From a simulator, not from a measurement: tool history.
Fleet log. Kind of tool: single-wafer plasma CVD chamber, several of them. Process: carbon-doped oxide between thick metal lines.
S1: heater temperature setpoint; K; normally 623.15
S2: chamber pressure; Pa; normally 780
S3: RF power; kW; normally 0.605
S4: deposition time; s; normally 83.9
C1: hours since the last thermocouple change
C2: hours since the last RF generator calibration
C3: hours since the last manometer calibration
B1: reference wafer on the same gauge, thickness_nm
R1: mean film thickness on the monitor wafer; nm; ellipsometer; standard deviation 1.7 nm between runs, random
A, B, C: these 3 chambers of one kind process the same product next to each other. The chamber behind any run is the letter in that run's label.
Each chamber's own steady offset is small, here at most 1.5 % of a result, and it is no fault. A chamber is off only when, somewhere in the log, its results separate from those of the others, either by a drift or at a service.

{"run": "1A", "hour": 3.9, "S1": 623.15, "S2": 780, "S3": 0.605, "S4": 83.9, "C1": 140.0, "C2": 1139.2, "C3": 488.4, "B1": 557.78, "R1": 492.71}
{"run": "2B", "hour": 9.3, "S1": 623.15, "S2": 780, "S3": 0.605, "S4": 83.9, "C1": 1410.5, "C2": 1057.4, "C3": 394.9, "B1": 557.97, "R1": 482.93}
{"run": "3C", "hour": 14.2, "S1": 623.15, "S2": 780, "S3": 0.605, "S4": 83.9, "C1": 107.6, "C2": 1274.7, "C3": 1045.9, "B1": 558.15, "R1": 489.1}
{"run": "4A", "hour": 18.3, "S1": 623.15, "S2": 780, "S3": 0.605, "S4": 83.9, "C1": 154.4, "C2": 1153.6, "C3": 502.8, "B1": 557.54, "R1": 491.53}
{"run": "5C", "hour": 22.4, "S1": 623.15, "S2": 780, "S3": 0.71, "S4": 83.9, "C1": 115.8, "C2": 1282.9, "C3": 1054.1, "B1": 557.9, "R1": 537.59}
{"run": "6B", "hour": 26.1, "S1": 623.15, "S2": 780, "S3": 0.71, "S4": 83.9, "C1": 1427.3, "C2": 1074.2, "C3": 411.7, "B1": 558.13, "R1": 534.6}
{"run": "7C", "hour": 31.2, "S1": 623.15, "S2": 780, "S3": 0.71, "S4": 83.9, "C1": 124.6, "C2": 1291.7, "C3": 1062.9, "B1": 557.57, "R1": 535.82}
{"run": "8B", "hour": 37.3, "S1": 623.15, "S2": 780, "S3": 0.605, "S4": 83.9, "C1": 1438.5, "C2": 1085.4, "C3": 422.9, "B1": 557.65, "R1": 482.77}
{"run": "9A", "hour": 42.3, "S1": 628.15, "S2": 780, "S3": 0.605, "S4": 75.5, "C1": 178.4, "C2": 1177.6, "C3": 526.8, "B1": 558.01, "R1": 436.76}
{"run": "10A", "hour": 47.5, "S1": 628.15, "S2": 780, "S3": 0.605, "S4": 75.5, "C1": 183.6, "C2": 1182.8, "C3": 532.0, "B1": 557.91, "R1": 436.61}
{"run": "11B", "hour": 51.6, "S1": 628.15, "S2": 780, "S3": 0.605, "S4": 75.5, "C1": 1452.8, "C2": 1099.7, "C3": 437.2, "B1": 558.21, "R1": 430.9}
{"run": "12C", "hour": 57.8, "S1": 623.15, "S2": 780, "S3": 0.605, "S4": 83.9, "C1": 151.2, "C2": 1318.3, "C3": 1089.5, "B1": 557.97, "R1": 488.37}
{"run": "13A", "hour": 63.3, "S1": 634.15, "S2": 780, "S3": 0.605, "S4": 83.9, "C1": 199.4, "C2": 1198.6, "C3": 547.8, "B1": 558.15, "R1": 478.02}
{"run": "14C", "hour": 68.7, "S1": 634.15, "S2": 780, "S3": 0.605, "S4": 83.9, "C1": 162.1, "C2": 1329.2, "C3": 1100.4, "B1": 557.92, "R1": 476.38}
{"run": "15B", "hour": 72.9, "S1": 634.15, "S2": 780, "S3": 0.605, "S4": 83.9, "C1": 1474.1, "C2": 1121.0, "C3": 458.5, "B1": 558.32, "R1": 472.4}
{"run": "16B", "hour": 79.1, "S1": 623.15, "S2": 780, "S3": 0.605, "S4": 83.9, "C1": 1480.3, "C2": 1127.2, "C3": 464.7, "B1": 557.78, "R1": 480.45}
{"run": "17C", "hour": 84.4, "S1": 623.15, "S2": 780, "S3": 0.605, "S4": 83.9, "C1": 177.8, "C2": 1344.9, "C3": 1116.1, "B1": 557.7, "R1": 487.17}
{"run": "18A", "hour": 87.4, "S1": 623.15, "S2": 780, "S3": 0.605, "S4": 83.9, "C1": 223.5, "C2": 1222.7, "C3": 571.9, "B1": 557.96, "R1": 491.0}
{"run": "19B", "hour": 92.9, "S1": 623.15, "S2": 780, "S3": 0.605, "S4": 83.9, "C1": 1494.1, "C2": 1141.0, "C3": 478.5, "B1": 558.06, "R1": 482.89}
{"run": "20C", "hour": 97.5, "S1": 623.15, "S2": 780, "S3": 0.605, "S4": 83.9, "C1": 190.9, "C2": 1358.0, "C3": 1129.2, "B1": 557.54, "R1": 490.17}
{"run": "21A", "hour": 103.3, "S1": 623.15, "S2": 780, "S3": 0.605, "S4": 83.9, "C1": 239.4, "C2": 1238.6, "C3": 587.8, "B1": 557.56, "R1": 490.36}
{"run": "22B", "hour": 108.9, "S1": 623.15, "S2": 780, "S3": 0.605, "S4": 83.9, "C1": 1510.1, "C2": 1157.0, "C3": 494.5, "B1": 558.04, "R1": 481.74}
{"run": "23A", "hour": 115.0, "S1": 623.15, "S2": 780, "S3": 0.605, "S4": 83.9, "C1": 251.1, "C2": 1250.3, "C3": 599.5, "B1": 558.08, "R1": 490.6}
{"run": "24C", "hour": 118.6, "S1": 623.15, "S2": 780, "S3": 0.605, "S4": 83.9, "C1": 212.0, "C2": 1379.1, "C3": 1150.3, "B1": 557.73, "R1": 486.74}
{"run": "25A", "hour": 122.4, "S1": 623.15, "S2": 780, "S3": 0.605, "S4": 83.9, "C1": 258.5, "C2": 1257.7, "C3": 606.9, "B1": 558.37, "R1": 490.94}
{"run": "26C", "hour": 128.2, "S1": 623.15, "S2": 780, "S3": 0.57, "S4": 93.6, "C1": 221.6, "C2": 1388.7, "C3": 1159.9, "B1": 557.87, "R1": 525.7}
{"run": "27B", "hour": 132.5, "S1": 623.15, "S2": 780, "S3": 0.57, "S4": 93.6, "C1": 1533.7, "C2": 1180.6, "C3": 518.1, "B1": 557.95, "R1": 515.97}
{"run": "28A", "hour": 138.5, "S1": 623.15, "S2": 780, "S3": 0.57, "S4": 93.6, "C1": 274.6, "C2": 1273.8, "C3": 623.0, "B1": 557.97, "R1": 529.11}
{"run": "29C", "hour": 142.2, "S1": 623.15, "S2": 780, "S3": 0.605, "S4": 83.9, "C1": 235.6, "C2": 1402.7, "C3": 1173.9, "B1": 557.84, "R1": 490.07}
{"run": "30B", "hour": 148.3, "S1": 623.15, "S2": 780, "S3": 0.605, "S4": 83.9, "C1": 1549.5, "C2": 1196.4, "C3": 533.9, "B1": 558.18, "R1": 479.57}
{"run": "31C", "hour": 151.8, "S1": 623.15, "S2": 780, "S3": 0.605, "S4": 83.9, "C1": 245.2, "C2": 1412.3, "C3": 1183.5, "B1": 558.02, "R1": 486.99}
{"run": "32A", "hour": 155.9, "S1": 623.15, "S2": 780, "S3": 0.605, "S4": 83.9, "C1": 292.0, "C2": 1291.2, "C3": 640.4, "B1": 557.82, "R1": 491.65}
{"run": "33B", "hour": 162.1, "S1": 623.15, "S2": 780, "S3": 0.69, "S4": 83.9, "C1": 1563.3, "C2": 1210.2, "C3": 547.7, "B1": 557.63, "R1": 518.94}
{"run": "34C", "hour": 167.7, "S1": 623.15, "S2": 780, "S3": 0.69, "S4": 83.9, "C1": 261.1, "C2": 1428.2, "C3": 1199.4, "B1": 557.73, "R1": 528.67}
{"run": "35A", "hour": 171.5, "S1": 623.15, "S2": 780, "S3": 0.69, "S4": 83.9, "C1": 307.6, "C2": 1306.8, "C3": 656.0, "B1": 558.15, "R1": 535.39}
{"run": "36B", "hour": 177.9, "S1": 623.15, "S2": 780, "S3": 0.605, "S4": 83.9, "C1": 1579.1, "C2": 1226.0, "C3": 563.5, "B1": 557.67, "R1": 479.8}
{"run": "37B", "hour": 181.8, "S1": 623.15, "S2": 780, "S3": 0.605, "S4": 83.9, "C1": 1583.0, "C2": 1229.9, "C3": 567.4, "B1": 557.63, "R1": 481.48}
{"run": "38A", "hour": 187.6, "S1": 623.15, "S2": 780, "S3": 0.605, "S4": 83.9, "C1": 323.7, "C2": 1322.9, "C3": 672.1, "B1": 558.06, "R1": 490.7}
{"run": "39C", "hour": 191.3, "S1": 623.15, "S2": 780, "S3": 0.605, "S4": 83.9, "C1": 284.7, "C2": 1451.8, "C3": 1223.0, "B1": 558.02, "R1": 487.42}
{"run": "40C", "hour": 195.6, "S1": 623.15, "S2": 780, "S3": 0.605, "S4": 83.9, "C1": 289.0, "C2": 1456.1, "C3": 1227.3, "B1": 558.2, "R1": 489.57}

Is one chamber out of step, is the gauge drifting, or do the chambers differ by no more than their own small offsets? For an off chamber, give its letter and the likeliest cause.

It is chamber B that slowly wanders off from its peers.
Likeliest cause: delivered RF power below the setpoint (%) = 3.14.

Here are 4 candidates for chamber B's next run, each the usual settings with a change, their results left as question marks. Which one brings its results back in line with what the others give on the usual settings?
In line means no further than this from the other chambers' mean on the usual settings: R1 5.90 nm
{"run": "41B-1", "hour": 200.2, "S1": 623.15, "S2": 779, "S3": 0.605, "S4": 83.5, "R1": "?"}
{"run": "41B-2", "hour": 200.2, "S1": 623.15, "S2": 780, "S3": 0.615, "S4": 85.6, "R1": "?"}
{"run": "41B-3", "hour": 200.2, "S1": 623.15, "S2": 777, "S3": 0.595, "S4": 82.2, "R1": "?"}
{"run": "41B-4", "hour": 200.2, "S1": 623.15, "S2": 781, "S3": 0.605, "S4": 84.5, "R1": "?"}

Average result of the remaining chambers running the usual settings: R1 490.15 nm
run=41B-1 R1=472.66
run=41B-2 R1=489.40
run=41B-3 R1=460.59
run=41B-4 R1=478.47
Change 41B-2 lands the chamber within the allowed miss of the other chambers.
